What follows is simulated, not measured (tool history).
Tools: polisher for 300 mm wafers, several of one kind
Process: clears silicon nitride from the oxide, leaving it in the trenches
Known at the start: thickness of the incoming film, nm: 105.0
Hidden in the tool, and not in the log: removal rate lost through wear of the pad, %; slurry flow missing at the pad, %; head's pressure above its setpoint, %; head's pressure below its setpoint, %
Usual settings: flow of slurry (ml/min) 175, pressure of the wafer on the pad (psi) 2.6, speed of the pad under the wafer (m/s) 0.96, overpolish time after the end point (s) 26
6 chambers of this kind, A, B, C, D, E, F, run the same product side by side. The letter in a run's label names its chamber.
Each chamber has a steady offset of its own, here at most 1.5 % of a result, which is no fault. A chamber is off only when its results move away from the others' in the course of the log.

| run | day | flow of slurry (ml/min) | pressure of the wafer on the pad (psi) | speed of the pad under the wafer (m/s) | overpolish time after the end point (s) | wafers polished on this pad | hours since the slurry nozzle was cleaned | hours since the head pressure was calibrated | time until the end point was called (s) |
|---|---|---|---|---|---|---|---|---|---|
| 1B | 0.225 | 175 | 2.6 | 0.96 | 26 | 149 | 87.8 | 285.3 | 120.26 |
| 2F | 0.546 | 175 | 2.6 | 0.96 | 26 | 360 | 524.1 | 1049.9 | 121.13 |
|  | 0.662 | chamber E: worn pad replaced by a new one |
| 3C | 0.867 | 175 | 2.6 | 0.96 | 26 | 736 | 320.6 | 746.7 | 119.62 |
|  | 0.929 | chamber A: head pressure recalibrated |
|  | 0.938 | chamber D: slurry nozzle cleaned |
| 4D | 1.254 | 175 | 2.6 | 0.96 | 26 | 513 | 7.7 | 441 | 120.26 |
| 5A | 1.521 | 175 | 2.6 | 0.96 | 26 | 699 | 307.6 | 14.2 | 121.22 |
|  | 1.804 | chamber A: worn pad replaced by a new one |
| 6E | 1.867 | 145 | 2.6 | 0.96 | 26 | 177 | 298.8 | 550.3 | 124.92 |
| 7F | 2.142 | 145 | 2.6 | 0.96 | 26 | 595 | 562.4 | 1088.2 | 123.54 |
| 8E | 2.546 | 145 | 2.6 | 0.96 | 26 | 277 | 315.1 | 566.6 | 123.97 |
|  | 2.871 | chamber F: worn pad replaced by a new one |
|  | 2.975 | chamber F: slurry nozzle cleaned |
| 9C | 3.042 | 145 | 2.6 | 0.96 | 26 | 1056 | 372.8 | 798.9 | 122.82 |
| 10D | 3.442 | 145 | 2.6 | 0.96 | 26 | 834 | 60.2 | 493.5 | 128.4 |
| 11B | 3.692 | 145 | 2.6 | 0.96 | 26 | 659 | 171 | 368.5 | 126.96 |
| 12A | 4.062 | 175 | 2.6 | 0.96 | 26 | 332 | 368.6 | 75.2 | 123.22 |
| 13C | 4.346 | 175 | 2.6 | 0.96 | 15 | 1247 | 404.1 | 830.2 | 118.29 |
|  | 4.496 | chamber D: worn pad replaced by a new one |
|  | 4.588 | chamber F: head pressure recalibrated |
| 14D | 4.754 | 175 | 2.6 | 0.96 | 15 | 38 | 91.7 | 525 | 123.92 |
|  | 5.021 | chamber B: worn pad replaced by a new one |
| 15B | 5.171 | 175 | 2.6 | 0.96 | 15 | 22 | 206.5 | 404 | 123.13 |
| 16E | 5.4 | 175 | 2.6 | 0.96 | 15 | 697 | 383.6 | 635.1 | 124.71 |
|  | 5.604 | chamber E: slurry nozzle cleaned |
|  | 5.696 | chamber B: slurry nozzle cleaned |
| 17A | 5.758 | 175 | 2.6 | 0.96 | 15 | 582 | 409.3 | 115.9 | 125.28 |
| 18F | 6.008 | 175 | 2.6 | 0.96 | 15 | 461 | 72.9 | 34.2 | 120.74 |
|  | 6.096 | chamber E: worn pad replaced by a new one |
|  | 6.129 | chamber C: worn pad replaced by a new one |
| 19B | 6.454 | 175 | 2.6 | 0.96 | 26 | 211 | 18.2 | 434.8 | 121.28 |
|  | 6.654 | chamber A: worn pad replaced by a new one |
| 20A | 6.712 | 175 | 2.6 | 0.96 | 26 | 8 | 432.2 | 138.8 | 122.88 |
| 21E | 6.958 | 175 | 2.6 | 0.96 | 26 | 127 | 32.6 | 672.5 | 119.55 |
| 22C | 7.354 | 175 | 2.6 | 0.96 | 26 | 180 | 476.3 | 902.4 | 121.22 |
| 23F | 7.75 | 175 | 2.6 | 0.96 | 26 | 717 | 114.7 | 76 | 120.34 |
| 24D | 7.996 | 175 | 2.6 | 0.96 | 26 | 515 | 169.5 | 602.8 | 129.3 |
|  | 8.325 | chamber F: worn pad replaced by a new one |
| 25C | 8.429 | 225 | 2.6 | 0.84 | 26 | 338 | 502.1 | 928.2 | 136.91 |
| 26A | 8.775 | 225 | 2.6 | 0.84 | 26 | 312 | 481.7 | 188.3 | 138.31 |
| 27E | 9.221 | 225 | 2.6 | 0.84 | 26 | 460 | 86.9 | 726.8 | 133.18 |
| 28F | 9.538 | 225 | 2.6 | 0.84 | 26 | 178 | 157.6 | 118.9 | 132.86 |
|  | 9.812 | chamber B: worn pad replaced by a new one |
| 29B | 9.917 | 225 | 2.6 | 0.84 | 26 | 15 | 101.3 | 517.9 | 137.02 |
| 30D | 10.358 | 225 | 2.6 | 0.84 | 26 | 862 | 226.2 | 659.5 | 144.71 |
| 31E | 10.588 | 230 | 2.6 | 0.96 | 26 | 661 | 119.7 | 759.6 | 117.89 |
| 32A | 10.854 | 230 | 2.6 | 0.96 | 26 | 618 | 531.6 | 238.2 | 121.08 |
| 33B | 11.079 | 230 | 2.6 | 0.96 | 26 | 186 | 129.2 | 545.8 | 119.81 |
|  | 11.104 | chamber E: head pressure recalibrated |
|  | 11.208 | chamber C: slurry nozzle cleaned |
|  | 11.396 | chamber E: worn pad replaced by a new one |
| 34C | 11.5 | 230 | 2.6 | 0.96 | 26 | 790 | 7 | 1001.9 | 118.07 |
| 35F | 11.888 | 230 | 2.6 | 0.96 | 26 | 524 | 214 | 175.3 | 119.65 |
| 36D | 12.2 | 230 | 2.6 | 0.96 | 26 | 1133 | 270.4 | 703.7 | 132.4 |
| 37E | 12.662 | 210 | 1.9 | 0.96 | 26 | 186 | 169.5 | 37.5 | 163.42 |

All 6 chambers run these settings next. Forecast each chamber's results:
| 38A | 13.029 | 175 | 2.6 | 0.96 | 26 |  |  |  | ? |
| 38B | 13.029 | 175 | 2.6 | 0.96 | 26 |  |  |  | ? |
| 38C | 13.029 | 175 | 2.6 | 0.96 | 26 |  |  |  | ? |
| 38D | 13.029 | 175 | 2.6 | 0.96 | 26 |  |  |  | ? |
| 38E | 13.029 | 175 | 2.6 | 0.96 | 26 |  |  |  | ? |
| 38F | 13.029 | 175 | 2.6 | 0.96 | 26 |  |  |  | ? |

| run | time until the end point was called (s) |
|---|---|
| 38A | 123.05 |
| 38B | 124.31 |
| 38C | 120.36 |
| 38D | 138.78 |
| 38E | 117.51 |
| 38F | 121.23 |
